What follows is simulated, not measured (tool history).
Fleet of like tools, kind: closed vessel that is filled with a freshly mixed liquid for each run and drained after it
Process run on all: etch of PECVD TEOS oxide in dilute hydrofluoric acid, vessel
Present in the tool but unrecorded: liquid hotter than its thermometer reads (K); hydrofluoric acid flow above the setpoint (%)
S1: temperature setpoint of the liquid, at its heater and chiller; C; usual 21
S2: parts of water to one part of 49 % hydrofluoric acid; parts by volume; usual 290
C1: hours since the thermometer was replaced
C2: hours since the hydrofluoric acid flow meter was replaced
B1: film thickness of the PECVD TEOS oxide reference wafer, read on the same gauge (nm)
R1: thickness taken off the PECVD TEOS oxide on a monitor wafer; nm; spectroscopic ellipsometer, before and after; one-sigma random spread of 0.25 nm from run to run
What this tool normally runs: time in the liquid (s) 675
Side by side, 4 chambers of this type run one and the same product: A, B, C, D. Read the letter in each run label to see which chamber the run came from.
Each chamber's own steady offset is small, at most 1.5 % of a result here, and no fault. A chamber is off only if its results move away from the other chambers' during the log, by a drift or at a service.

Run 1A, hour 12.7: usual settings; C1 881.9; C2 134.7; B1 139.97. Result: R1 36.012 nm.
Run 2B, hour 21.7: usual settings; C1 1728.5; C2 758.3; B1 140.03. Result: R1 36.24 nm.
Run 3C, hour 31.9: usual settings; C1 1342.8; C2 1001.9; B1 140.01. Result: R1 36.647 nm.
Run 4D, hour 39.9: usual settings; C1 377.3; C2 316.7; B1 140.06. Result: R1 36.493 nm.
Run 5D, hour 52.5: usual settings; C1 389.9; C2 329.3; B1 140.01. Result: R1 36.256 nm.
Run 6A, hour 58.1: usual settings; C1 927.3; C2 180.1; B1 140.02. Result: R1 36.1 nm.
Run 7B, hour 69.2: usual settings but S2 420 parts by volume; C1 1776; C2 805.8; B1 140. Result: R1 22.624 nm.
Run 8C, hour 78.8: usual settings but S2 420 parts by volume; C1 1389.7; C2 1048.8; B1 139.97. Result: R1 22.615 nm.
Run 9B, hour 87.8: usual settings but S2 420 parts by volume; C1 1794.6; C2 824.4; B1 140.03. Result: R1 22.635 nm.
Run 10C, hour 94.4: usual settings but S2 420 parts by volume; C1 1405.3; C2 1064.4; B1 139.97. Result: R1 22.357 nm.
Run 11A, hour 101.6: usual settings; C1 970.8; C2 223.6; B1 139.97. Result: R1 35.967 nm.
Run 12D, hour 110.4: usual settings; C1 447.8; C2 387.2; B1 139.96. Result: R1 36.582 nm.
Run 13C, hour 117.6: usual settings; C1 1428.5; C2 1087.6; B1 140.01. Result: R1 36.94 nm.
Run 14A, hour 127: usual settings; C1 996.2; C2 249; B1 139.99. Result: R1 36.615 nm.
Run 15B, hour 133.8: usual settings; C1 1840.6; C2 870.4; B1 139.98. Result: R1 36.422 nm.
Run 16D, hour 142.6: usual settings; C1 480; C2 419.4; B1 139.99. Result: R1 36.328 nm.
Run 17D, hour 152.7: usual settings; C1 490.1; C2 429.5; B1 140.03. Result: R1 36.217 nm.
At hour 159.2: chamber C: thermometer replaced.
Run 18A, hour 163.4: usual settings; C1 1032.6; C2 285.4; B1 139.97. Result: R1 36.776 nm.
Run 19B, hour 170.1: usual settings but S2 215 parts by volume, time in the liquid (s) 995; C1 1876.9; C2 906.7; B1 139.97. Result: R1 77.035 nm.
At hour 174: chamber B: hydrofluoric acid flow meter replaced.
Run 20C, hour 181.9: usual settings but S2 215 parts by volume, time in the liquid (s) 995; C1 22.7; C2 1151.9; B1 140. Result: R1 76.9 nm.
Run 21B, hour 194.2: usual settings but S2 215 parts by volume, time in the liquid (s) 995; C1 1901; C2 20.2; B1 139.98. Result: R1 76.295 nm.
Run 22D, hour 202.2: usual settings but S2 215 parts by volume, time in the liquid (s) 995; C1 539.6; C2 479; B1 140. Result: R1 77.791 nm.
Run 23A, hour 209: usual settings but S1 25 C, time in the liquid (s) 485; C1 1078.2; C2 331; B1 139.99. Result: R1 30.869 nm.
Run 24C, hour 216.6: usual settings but S1 25 C, time in the liquid (s) 485; C1 57.4; C2 1186.6; B1 139.99. Result: R1 29.57 nm.

The same settings go to every chamber for the next run, one line per chamber below. Forecast the results for each:
Run 25A, hour 225.7: usual settings. Result: R1 ?.
Run 25B, hour 225.7: usual settings. Result: R1 ?.
Run 25C, hour 225.7: usual settings. Result: R1 ?.
Run 25D, hour 225.7: usual settings. Result: R1 ?.

run      R1
25A  37.275
25B   36.31
25C   35.69
25D  37.137
